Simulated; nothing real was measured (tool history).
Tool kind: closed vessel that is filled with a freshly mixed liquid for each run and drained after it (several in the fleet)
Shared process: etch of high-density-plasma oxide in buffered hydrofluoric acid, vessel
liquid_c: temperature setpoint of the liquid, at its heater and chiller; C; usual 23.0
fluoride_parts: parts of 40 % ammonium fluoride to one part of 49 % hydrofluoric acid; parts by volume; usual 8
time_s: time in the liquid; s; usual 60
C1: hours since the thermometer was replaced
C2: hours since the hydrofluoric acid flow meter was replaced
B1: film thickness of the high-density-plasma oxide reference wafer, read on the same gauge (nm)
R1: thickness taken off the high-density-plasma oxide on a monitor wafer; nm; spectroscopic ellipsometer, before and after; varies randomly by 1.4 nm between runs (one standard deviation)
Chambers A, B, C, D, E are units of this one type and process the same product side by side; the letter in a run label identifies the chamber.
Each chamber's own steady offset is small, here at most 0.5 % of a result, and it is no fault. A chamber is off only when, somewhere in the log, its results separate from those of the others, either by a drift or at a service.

{"run": "1B", "hour": 11.0, "liquid_c": 23.0, "fluoride_parts": 8, "time_s": 60, "C1": 338.5, "C2": 1454.9, "B1": 70.018, "R1": 165.56}
{"run": "2A", "hour": 21.2, "liquid_c": 23.0, "fluoride_parts": 8, "time_s": 60, "C1": 380.3, "C2": 773.9, "B1": 69.999, "R1": 164.81}
{"run": "3C", "hour": 32.8, "liquid_c": 23.0, "fluoride_parts": 8, "time_s": 60, "C1": 103.8, "C2": 1423.4, "B1": 69.994, "R1": 165.01}
{"run": "4E", "hour": 43.7, "liquid_c": 23.0, "fluoride_parts": 8, "time_s": 60, "C1": 503.1, "C2": 642.6, "B1": 70.008, "R1": 166.9}
{"run": "5D", "hour": 56.7, "liquid_c": 23.0, "fluoride_parts": 8, "time_s": 60, "C1": 568.5, "C2": 285.9, "B1": 70.009, "R1": 164.75}
{"run": "6E", "hour": 69.9, "liquid_c": 23.0, "fluoride_parts": 8, "time_s": 60, "C1": 529.3, "C2": 668.8, "B1": 70.024, "R1": 163.83}
{"run": "7D", "hour": 77.2, "liquid_c": 23.0, "fluoride_parts": 8, "time_s": 60, "C1": 589.0, "C2": 306.4, "B1": 70.035, "R1": 167.08}
{"run": "8B", "hour": 90.4, "liquid_c": 23.0, "fluoride_parts": 8, "time_s": 60, "C1": 417.9, "C2": 1534.3, "B1": 69.995, "R1": 166.59}
{"run": "9C", "hour": 100.4, "liquid_c": 23.0, "fluoride_parts": 8, "time_s": 60, "C1": 171.4, "C2": 1491.0, "B1": 70.018, "R1": 164.94}
{"run": "10A", "hour": 110.7, "liquid_c": 23.0, "fluoride_parts": 8, "time_s": 60, "C1": 469.8, "C2": 863.4, "B1": 70.014, "R1": 166.17}
{"run": "11E", "hour": 118.4, "liquid_c": 23.0, "fluoride_parts": 8, "time_s": 60, "C1": 577.8, "C2": 717.3, "B1": 70.029, "R1": 165.48}
{"run": "12C", "hour": 130.9, "liquid_c": 27.5, "fluoride_parts": 11, "time_s": 60, "C1": 201.9, "C2": 1521.5, "B1": 70.014, "R1": 157.45}
{"run": "13A", "hour": 142.0, "liquid_c": 27.5, "fluoride_parts": 11, "time_s": 60, "C1": 501.1, "C2": 894.7, "B1": 70.002, "R1": 158.78}
{"run": "14B", "hour": 153.7, "liquid_c": 27.5, "fluoride_parts": 11, "time_s": 60, "C1": 481.2, "C2": 1597.6, "B1": 69.972, "R1": 160.31}
{"run": "15D", "hour": 167.8, "liquid_c": 27.5, "fluoride_parts": 11, "time_s": 60, "C1": 679.6, "C2": 397.0, "B1": 70.029, "R1": 153.7}
{"run": "16E", "hour": 177.1, "liquid_c": 27.5, "fluoride_parts": 11, "time_s": 60, "C1": 636.5, "C2": 776.0, "B1": 70.002, "R1": 157.88}
{"run": "17A", "hour": 191.9, "liquid_c": 23.0, "fluoride_parts": 8, "time_s": 60, "C1": 551.0, "C2": 944.6, "B1": 70.019, "R1": 163.14}
{"run": "18C", "hour": 205.2, "liquid_c": 23.0, "fluoride_parts": 8, "time_s": 60, "C1": 276.2, "C2": 1595.8, "B1": 70.017, "R1": 165.86}
{"run": "19D", "hour": 216.8, "liquid_c": 23.0, "fluoride_parts": 8, "time_s": 60, "C1": 728.6, "C2": 446.0, "B1": 69.97, "R1": 159.18}
{"run": "20B", "hour": 224.1, "liquid_c": 23.0, "fluoride_parts": 8, "time_s": 60, "C1": 551.6, "C2": 1668.0, "B1": 70.012, "R1": 164.4}
{"run": "21E", "hour": 233.3, "liquid_c": 23.0, "fluoride_parts": 8, "time_s": 60, "C1": 692.7, "C2": 832.2, "B1": 70.009, "R1": 165.49}
{"run": "22C", "hour": 247.2, "liquid_c": 23.0, "fluoride_parts": 8, "time_s": 60, "C1": 318.2, "C2": 1637.8, "B1": 69.997, "R1": 164.41}
{"run": "23A", "hour": 261.7, "liquid_c": 23.0, "fluoride_parts": 8, "time_s": 60, "C1": 620.8, "C2": 1014.4, "B1": 70.0, "R1": 164.87}
{"run": "24B", "hour": 273.8, "liquid_c": 23.0, "fluoride_parts": 8, "time_s": 60, "C1": 601.3, "C2": 1717.7, "B1": 69.98, "R1": 165.25}
{"run": "25D", "hour": 289.0, "liquid_c": 23.0, "fluoride_parts": 5, "time_s": 60, "C1": 800.8, "C2": 518.2, "B1": 69.989, "R1": 248.61}
{"run": "26C", "hour": 302.6, "liquid_c": 23.0, "fluoride_parts": 5, "time_s": 60, "C1": 373.6, "C2": 1693.2, "B1": 69.989, "R1": 256.69}
{"hour": 303.7, "done": "chamber E: thermometer replaced"}
{"run": "27D", "hour": 314.4, "liquid_c": 23.0, "fluoride_parts": 5, "time_s": 60, "C1": 826.2, "C2": 543.6, "B1": 70.016, "R1": 242.29}
{"run": "28B", "hour": 324.7, "liquid_c": 23.0, "fluoride_parts": 5, "time_s": 60, "C1": 652.2, "C2": 1768.6, "B1": 70.009, "R1": 252.97}
{"run": "29A", "hour": 332.7, "liquid_c": 23.0, "fluoride_parts": 5, "time_s": 60, "C1": 691.8, "C2": 1085.4, "B1": 69.999, "R1": 260.43}
{"run": "30E", "hour": 341.1, "liquid_c": 23.0, "fluoride_parts": 8, "time_s": 60, "C1": 37.4, "C2": 940.0, "B1": 70.025, "R1": 164.16}
{"run": "31B", "hour": 349.3, "liquid_c": 23.0, "fluoride_parts": 6, "time_s": 60, "C1": 676.8, "C2": 1793.2, "B1": 69.985, "R1": 223.77}
{"run": "32E", "hour": 361.0, "liquid_c": 23.0, "fluoride_parts": 6, "time_s": 60, "C1": 57.3, "C2": 959.9, "B1": 69.993, "R1": 219.26}
{"run": "33C", "hour": 373.0, "liquid_c": 23.0, "fluoride_parts": 6, "time_s": 60, "C1": 444.0, "C2": 1763.6, "B1": 69.986, "R1": 212.99}
{"run": "34D", "hour": 386.0, "liquid_c": 23.0, "fluoride_parts": 6, "time_s": 60, "C1": 897.8, "C2": 615.2, "B1": 69.99, "R1": 201.49}
{"run": "35A", "hour": 395.8, "liquid_c": 23.0, "fluoride_parts": 6, "time_s": 60, "C1": 754.9, "C2": 1148.5, "B1": 70.012, "R1": 217.69}

Read the log: is a single chamber off, either drifting away or since a service, is the gauge that measures every chamber drifting, or is nothing wrong beyond small per-chamber offsets? Name any odd chamber and what most likely caused it.

Little by little, chamber D moves away from the other chambers.
Cause: hydrofluoric acid flow below the setpoint (%) = 10.5.
It could be hard to tell apart here from: liquid colder than its thermometer reads (K).

Below are 4 candidate recipes for chamber D's next run, each the usual settings with a change, their results shown as question marks. Which of them brings D's results back in line with what the other chambers give on the usual settings?
To be in line, a result may differ from the other chambers' mean on the usual settings by at most: R1 4.900 nm
{"run": "36D-1", "hour": 406.9, "liquid_c": 22.5, "fluoride_parts": 8, "time_s": 55, "R1": "?"}
{"run": "36D-2", "hour": 406.9, "liquid_c": 23.0, "fluoride_parts": 10, "time_s": 60, "R1": "?"}
{"run": "36D-3", "hour": 406.9, "liquid_c": 23.5, "fluoride_parts": 8, "time_s": 70, "R1": "?"}
{"run": "36D-4", "hour": 406.9, "liquid_c": 23.5, "fluoride_parts": 8, "time_s": 65, "R1": "?"}

Average result of the remaining chambers running the usual settings: R1 165.300 nm
run=36D-1 R1=131.050
run=36D-2 R1=122.170
run=36D-3 R1=176.100
run=36D-4 R1=163.520
It is 36D-4 that realigns the chamber with its peers.

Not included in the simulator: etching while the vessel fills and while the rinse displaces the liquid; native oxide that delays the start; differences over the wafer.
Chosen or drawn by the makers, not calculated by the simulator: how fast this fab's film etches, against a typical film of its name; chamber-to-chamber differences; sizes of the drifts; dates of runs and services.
